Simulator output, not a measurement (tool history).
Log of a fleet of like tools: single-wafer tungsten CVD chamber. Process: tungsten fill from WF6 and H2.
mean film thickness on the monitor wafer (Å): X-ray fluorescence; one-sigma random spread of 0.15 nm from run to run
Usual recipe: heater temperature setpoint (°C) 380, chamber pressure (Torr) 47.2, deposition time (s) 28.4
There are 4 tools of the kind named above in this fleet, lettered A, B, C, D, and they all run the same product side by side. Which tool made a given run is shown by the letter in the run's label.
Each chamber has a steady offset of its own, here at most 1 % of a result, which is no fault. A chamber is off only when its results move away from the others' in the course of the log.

| run | hour | heater temperature setpoint (°C) | chamber pressure (Torr) | deposition time (s) | hours since the last thermocouple change | hours since the last manometer calibration | read-back reference wafer on the same gauge, thickness_nm | mean film thickness on the monitor wafer (Å) |
|---|---|---|---|---|---|---|---|---|
| 1B | 4.2 | 380 | 47.2 | 28.4 | 671.6 | 688.8 | 60.48 | 687.51 |
| 2A | 7.2 | 380 | 47.2 | 28.4 | 914.5 | 1225.9 | 60.524 | 695.01 |
| 3C | 11 | 380 | 47.2 | 28.4 | 156.2 | 2301.9 | 60.545 | 695.51 |
| 4D | 13.4 | 380 | 47.2 | 28.4 | 1818.3 | 1899.3 | 60.482 | 691.76 |
| 5C | 16.6 | 380 | 47.2 | 28.4 | 161.8 | 2307.5 | 60.501 | 694.75 |
| 6A | 21 | 380 | 47.2 | 28.4 | 928.3 | 1239.7 | 60.501 | 693.37 |
| 7D | 24.2 | 380 | 47.2 | 28.4 | 1829.1 | 1910.1 | 60.463 | 694.24 |
| 8B | 28.6 | 380 | 47.2 | 32.7 | 696 | 713.2 | 60.527 | 796.48 |
| 9A | 31.5 | 380 | 47.2 | 32.7 | 938.8 | 1250.2 | 60.519 | 795.05 |
|  | 32.9 | chamber C: capacitance manometer re-zeroed and calibrated |
| 10B | 35.9 | 380 | 47.2 | 32.7 | 703.3 | 720.5 | 60.505 | 796.67 |
| 11D | 38.9 | 380 | 47.2 | 32.7 | 1843.8 | 1924.8 | 60.512 | 795.43 |
| 12C | 43.6 | 380 | 47.2 | 28.4 | 188.8 | 10.8 | 60.512 | 713.56 |
| 13D | 47.6 | 380 | 47.2 | 28.4 | 1852.5 | 1933.5 | 60.487 | 691.83 |
| 14A | 49.9 | 380 | 47.2 | 28.4 | 957.2 | 1268.6 | 60.477 | 692.82 |
| 15B | 52 | 380 | 47.2 | 28.4 | 719.4 | 736.6 | 60.493 | 693.59 |
| 16C | 55 | 380 | 47.2 | 28.4 | 200.2 | 22.2 | 60.494 | 711.27 |
| 17B | 57.2 | 391 | 42.4 | 28.4 | 724.6 | 741.8 | 60.512 | 815.87 |
| 18D | 61.5 | 391 | 42.4 | 28.4 | 1866.4 | 1947.4 | 60.473 | 815.49 |
| 19C | 65.3 | 391 | 42.4 | 28.4 | 210.5 | 32.5 | 60.495 | 837.57 |
| 20A | 69 | 391 | 42.4 | 28.4 | 976.3 | 1287.7 | 60.482 | 818.66 |
| 21B | 73.3 | 373 | 41.2 | 28.4 | 740.7 | 757.9 | 60.473 | 562.9 |
| 22C | 76.6 | 373 | 41.2 | 28.4 | 221.8 | 43.8 | 60.539 | 578.6 |
| 23A | 81 | 373 | 41.2 | 28.4 | 988.3 | 1299.7 | 60.507 | 563.22 |
| 24D | 84.1 | 373 | 41.2 | 28.4 | 1889 | 1970 | 60.457 | 563.07 |
| 25B | 88.7 | 380 | 47.2 | 28.4 | 756.1 | 773.3 | 60.52 | 691.68 |
| 26C | 90.9 | 380 | 47.2 | 28.4 | 236.1 | 58.1 | 60.517 | 711.5 |
| 27A | 94.9 | 380 | 42.7 | 32.3 | 1002.2 | 1313.6 | 60.495 | 755.17 |
| 28D | 97.1 | 380 | 42.7 | 32.3 | 1902 | 1983 | 60.487 | 750.8 |
| 29D | 100.6 | 380 | 42.7 | 32.3 | 1905.5 | 1986.5 | 60.467 | 754.56 |
| 30B | 103.9 | 380 | 42.7 | 32.3 | 771.3 | 788.5 | 60.467 | 751.49 |
| 31C | 106.6 | 380 | 47.2 | 28.4 | 251.8 | 73.8 | 60.501 | 715.53 |
| 32A | 109 | 380 | 47.2 | 28.4 | 1016.3 | 1327.7 | 60.47 | 697.62 |

All chambers now run identical settings, listed one chamber a line with results as question marks. What results will each chamber show?
| 33A | 112.4 | 380 | 47.2 | 28.4 |  |  |  | ? |
| 33B | 112.4 | 380 | 47.2 | 28.4 |  |  |  | ? |
| 33C | 112.4 | 380 | 47.2 | 28.4 |  |  |  | ? |
| 33D | 112.4 | 380 | 47.2 | 28.4 |  |  |  | ? |

| run | mean film thickness on the monitor wafer (Å) |
|---|---|
| 33A | 695.98 |
| 33B | 690.26 |
| 33C | 715.35 |
| 33D | 694.22 |
